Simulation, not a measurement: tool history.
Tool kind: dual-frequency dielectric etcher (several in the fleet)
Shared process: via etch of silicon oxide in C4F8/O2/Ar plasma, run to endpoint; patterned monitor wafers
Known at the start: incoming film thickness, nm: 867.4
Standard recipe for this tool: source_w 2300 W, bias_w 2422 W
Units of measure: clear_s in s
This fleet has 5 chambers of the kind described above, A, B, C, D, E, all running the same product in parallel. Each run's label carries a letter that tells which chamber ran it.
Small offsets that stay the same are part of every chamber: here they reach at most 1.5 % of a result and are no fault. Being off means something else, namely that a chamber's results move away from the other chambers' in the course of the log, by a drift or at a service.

run 1D hour=10.8 | source_w=2300 bias_w=2422 | clear_s=154.15
-- hour=12.9 chamber B: source power generator calibrated
run 2A hour=23.5 | source_w=2300 bias_w=2422 | clear_s=152.1
run 3B hour=34.3 | source_w=2300 bias_w=2422 | clear_s=153.43
run 4C hour=41.6 | source_w=2300 bias_w=2422 | clear_s=153.3
-- hour=47.7 chamber A: wet clean of the chamber
run 5E hour=48.6 | source_w=2300 bias_w=2422 | clear_s=153.31
run 6E hour=56 | source_w=2300 bias_w=2422 | clear_s=154.42
run 7B hour=63.7 | source_w=2300 bias_w=2699 | clear_s=149.86
run 8A hour=70.1 | source_w=2300 bias_w=2699 | clear_s=147.19
-- hour=71.5 chamber C: wet clean of the chamber
run 9D hour=77.9 | source_w=2300 bias_w=2699 | clear_s=148.85
-- hour=78.9 chamber D: wet clean of the chamber
run 10C hour=84.4 | source_w=2300 bias_w=2699 | clear_s=149.34
run 11E hour=91.9 | source_w=2300 bias_w=2699 | clear_s=151.11
run 12C hour=101.8 | source_w=2300 bias_w=2422 | clear_s=153.32
run 13D hour=109 | source_w=2300 bias_w=2422 | clear_s=156.44
run 14B hour=119.6 | source_w=2300 bias_w=2422 | clear_s=152.17
run 15A hour=131.6 | source_w=2300 bias_w=2422 | clear_s=151.98
run 16C hour=138.5 | source_w=2300 bias_w=2422 | clear_s=154.97
run 17A hour=150.6 | source_w=2300 bias_w=2422 | clear_s=152.11
run 18D hour=161 | source_w=2300 bias_w=2422 | clear_s=153.66
run 19B hour=173.5 | source_w=1840 bias_w=2422 | clear_s=167.55
-- hour=175.3 chamber E: wet clean of the chamber
run 20E hour=183 | source_w=1840 bias_w=2422 | clear_s=169.27
run 21D hour=195.5 | source_w=1840 bias_w=2422 | clear_s=169.54
run 22C hour=203.7 | source_w=1840 bias_w=2422 | clear_s=170.44
run 23B hour=216.5 | source_w=1840 bias_w=2422 | clear_s=169.14
run 24E hour=227.3 | source_w=2300 bias_w=2422 | clear_s=153.55
run 25A hour=235.1 | source_w=2300 bias_w=2422 | clear_s=152.27
run 26C hour=245.5 | source_w=1770 bias_w=2422 | clear_s=173.78
run 27B hour=256 | source_w=1770 bias_w=2422 | clear_s=173.13
run 28A hour=263.9 | source_w=1770 bias_w=2422 | clear_s=167.73
run 29E hour=272.4 | source_w=1770 bias_w=2422 | clear_s=171.09
run 30D hour=281.3 | source_w=1770 bias_w=2422 | clear_s=170.39
run 31E hour=288.1 | source_w=2300 bias_w=2422 | clear_s=155.65

Next, every chamber runs the same settings. What will each give?
run 32A hour=297.3 | source_w=1960 bias_w=2422 | clear_s=?
run 32B hour=297.3 | source_w=1960 bias_w=2422 | clear_s=?
run 32C hour=297.3 | source_w=1960 bias_w=2422 | clear_s=?
run 32D hour=297.3 | source_w=1960 bias_w=2422 | clear_s=?
run 32E hour=297.3 | source_w=1960 bias_w=2422 | clear_s=?

run=32A clear_s=162.73
run=32B clear_s=163.31
run=32C clear_s=165.52
run=32D clear_s=162.5
run=32E clear_s=164.16
